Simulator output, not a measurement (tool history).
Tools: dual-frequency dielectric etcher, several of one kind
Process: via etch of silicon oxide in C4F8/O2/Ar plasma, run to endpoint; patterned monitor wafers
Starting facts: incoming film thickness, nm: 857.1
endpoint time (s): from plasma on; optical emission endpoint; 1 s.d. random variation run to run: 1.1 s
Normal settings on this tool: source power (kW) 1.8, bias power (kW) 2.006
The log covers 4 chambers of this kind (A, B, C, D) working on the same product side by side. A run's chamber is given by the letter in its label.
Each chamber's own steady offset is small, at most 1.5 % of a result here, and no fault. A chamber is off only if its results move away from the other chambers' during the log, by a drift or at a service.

run	day	source power (kW)	bias power (kW)	hours since the last wet clean	hours since the last source power generator calibration	hours since the last bias power generator calibration	endpoint time (s)
1C	0.142	1.8	2.006	267.4	3573.5	836.9	176.89
2A	0.262	1.8	2.006	17.9	102.5	620.3	174.82
3B	0.4	1.8	2.006	110.2	751.9	1645.5	173.57
4D	0.542	1.8	2.006	262	1523.2	2242	174.09
5A	0.762	1.8	2.006	29.9	114.5	632.3	176.79
6D	0.938	1.8	2.006	271.5	1532.7	2251.5	173.14
7C	1.058	1.8	1.687	289.4	3595.5	858.9	187.66
8B	1.262	1.8	1.687	130.9	772.6	1666.2	185.85
9B	1.388	1.8	1.687	133.9	775.6	1669.2	185.65
10D	1.517	1.8	1.687	285.4	1546.6	2265.4	181.93
11A	1.725	1.8	2.006	53	137.6	655.4	176.19
12C	1.9	1.8	2.006	309.6	3615.7	879.1	179.87
13C	2.129	1.8	2.006	315.1	3621.2	884.6	178.66
14A	2.362	1.8	2.006	68.3	152.9	670.7	176.15
15B	2.55	1.8	2.006	161.8	803.5	1697.1	175.93
16D	2.796	1.8	2.006	316.1	1577.3	2296.1	176.87
17A	3.004	1.8	2.006	83.7	168.3	686.1	175.5
18D	3.233	1.8	2.006	326.6	1587.8	2306.6	175.11
19C	3.429	1.8	2.006	346.3	3652.4	915.8	183.18
20B	3.588	1.38	1.55	186.7	828.4	1722	208.39
21A	3.771	1.38	1.55	102.1	186.7	704.5	213.23
22D	4.008	1.38	1.55	345.2	1606.4	2325.2	210.84
23B	4.171	1.38	1.55	200.7	842.4	1736	210.91
24C	4.292	1.8	2.006	367	3673.1	936.5	182.97
25D	4.438	1.8	2.006	355.5	1616.7	2335.5	174.19
26C	4.558	1.8	2.006	373.4	3679.5	942.9	183.19
27A	4.767	1.8	2.006	126	210.6	728.4	174.12
28B	4.962	1.8	2.006	219.7	861.4	1755	173.94
29B	5.129	1.8	2.006	223.7	865.4	1759	176.51
30D	5.367	1.8	2.006	377.8	1639	2357.8	173.75
31A	5.517	1.8	2.006	144	228.6	746.4	175.56
32C	5.688	1.8	2.006	400.5	3706.6	970	185.95

Which is it: a chamber that has drifted or been left off by a service, a gauge drift common to all chambers, or only each chamber's usual small offset? If a chamber is off, name it and its likeliest cause.

Chamber C drifts away from the others.
What lies behind it: etch rate under this chamber's usual, % = 4.76.

Here are 4 candidates for chamber C's next run, each the usual settings with a change, their results left as question marks. Which one brings its results back in line with what the others give on the usual settings?
Counts as in line when no further than this from what the other chambers average on the usual settings: endpoint time (s) 3.7
33C-1	5.862	1.7	2.006				?
33C-2	5.862	1.98	2.151				?
33C-3	5.862	1.53	2.006				?
33C-4	5.862	1.8	2.165				?

On the usual settings, the other chambers give on average: endpoint time (s) 175.28
run	endpoint time (s)
33C-1	191.41
33C-2	176.34
33C-3	199.74
33C-4	182.9
33C-2 puts the chamber back in line with the other chambers.
